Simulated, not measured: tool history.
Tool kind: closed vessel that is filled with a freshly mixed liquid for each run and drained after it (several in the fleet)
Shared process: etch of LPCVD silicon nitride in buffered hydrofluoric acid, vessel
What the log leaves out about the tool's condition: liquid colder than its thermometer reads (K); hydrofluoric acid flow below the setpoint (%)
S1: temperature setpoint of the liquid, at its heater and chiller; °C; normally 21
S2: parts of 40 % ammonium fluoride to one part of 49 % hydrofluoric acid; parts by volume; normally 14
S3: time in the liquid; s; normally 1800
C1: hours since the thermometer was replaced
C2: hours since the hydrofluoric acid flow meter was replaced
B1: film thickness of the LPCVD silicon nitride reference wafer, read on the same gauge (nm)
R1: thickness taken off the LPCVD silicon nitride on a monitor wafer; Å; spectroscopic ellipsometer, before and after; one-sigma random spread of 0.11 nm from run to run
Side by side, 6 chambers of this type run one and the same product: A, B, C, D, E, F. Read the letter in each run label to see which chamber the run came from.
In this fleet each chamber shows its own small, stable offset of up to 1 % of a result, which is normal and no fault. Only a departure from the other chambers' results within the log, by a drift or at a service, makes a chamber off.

run,hour,S1,S2,S3,C1,C2,B1,R1
1B,13,21,14,1800,671,904.5,80.021,138.06
2C,26.2,21,14,1800,100,229.7,80.031,139.84
3A,39.8,21,14,1800,2030,482.4,79.968,136.14
4D,55.7,21,14,1800,1123,349.8,80.007,137.19
5E,68.9,21,14,1800,359.5,309.1,80.012,139.76
6F,82.5,21,14,1800,2099.8,872.3,79.974,136.94
7D,91.5,21,14,1800,1158.8,385.6,79.951,139.22
8C,103.6,21,14,1800,177.4,307.1,80.002,138.38
9A,115.5,21,14,1800,2105.7,558.1,79.988,137.93
10E,129.4,21,14,1800,420,369.6,79.99,138.94
11B,140.8,21,14,1800,798.8,1032.3,79.996,138.45
12F,154.8,21,14,1800,2172.1,944.6,79.997,137.99
13F,170,23.5,14,1800,2187.3,959.8,79.981,157.56
14A,183.4,23.5,14,1800,2173.6,626,79.997,157.79
# hour 187.2: chamber A: hydrofluoric acid flow meter replaced
15C,199.8,23.5,14,1800,273.6,403.3,79.978,158.51
16B,212.6,23.5,14,1800,870.6,1104.1,80.007,157.54
17D,226.9,23.5,14,1800,1294.2,521,79.993,158.77
18E,235.3,23.5,14,1800,525.9,475.5,80.053,159.72
19F,251.5,21,14,1800,2268.8,1041.3,79.987,136.95
20A,263.2,21,14,1800,2253.4,76,79.997,138.11
21E,275.5,21,14,1800,566.1,515.7,80.033,138.86
# hour 281.2: chamber D: thermometer replaced
22B,290.2,21,14,1800,948.2,1181.7,80.018,138.71
23C,301,21,14,1800,374.8,504.5,80.042,139.3
24D,316.1,21,14,1800,34.9,610.2,80.008,138.55
25E,324.5,21,14,1800,615.1,564.7,80.018,136.99
26C,333.6,17.5,10,1800,407.4,537.1,80.026,157.62
27B,345.2,17.5,10,1800,1003.2,1236.7,80.016,154.67
# hour 355.8: chamber F: thermometer replaced
28A,356.9,17.5,10,1800,2347.1,169.7,80.015,156.79
# hour 358: chamber F: hydrofluoric acid flow meter replaced
29D,371,17.5,10,1800,89.8,665.1,80.04,155.92
30F,382.8,17.5,10,1800,27,24.8,80.019,156.8
31D,398.5,17.5,10,1800,117.3,692.6,79.965,157.35
# hour 412.2: chamber A: thermometer replaced
32E,414.6,21,14,1800,705.2,654.8,80.069,136.71
33C,425.7,21,14,1800,499.5,629.2,79.972,137.76
34F,439.6,21,14,1800,83.8,81.6,79.955,140.86
35B,455,21,14,1800,1113,1346.5,79.962,138.35
36A,463.9,21,14,1800,51.7,276.7,79.952,139.23
37E,474.7,21,14,1800,765.3,714.9,79.972,139.35
38B,487,21,14,1800,1145,1378.5,79.974,136.72
39A,500.6,21,14,1800,88.4,313.4,79.984,136.64

All chambers now run identical settings, listed one chamber a line with results as question marks. What results will each chamber show?
40A,512.4,21,14,1800,,,,?
40B,512.4,21,14,1800,,,,?
40C,512.4,21,14,1800,,,,?
40D,512.4,21,14,1800,,,,?
40E,512.4,21,14,1800,,,,?
40F,512.4,21,14,1800,,,,?

run,R1
40A,137.68
40B,139.08
40C,136.72
40D,139.18
40E,137.33
40F,136.88

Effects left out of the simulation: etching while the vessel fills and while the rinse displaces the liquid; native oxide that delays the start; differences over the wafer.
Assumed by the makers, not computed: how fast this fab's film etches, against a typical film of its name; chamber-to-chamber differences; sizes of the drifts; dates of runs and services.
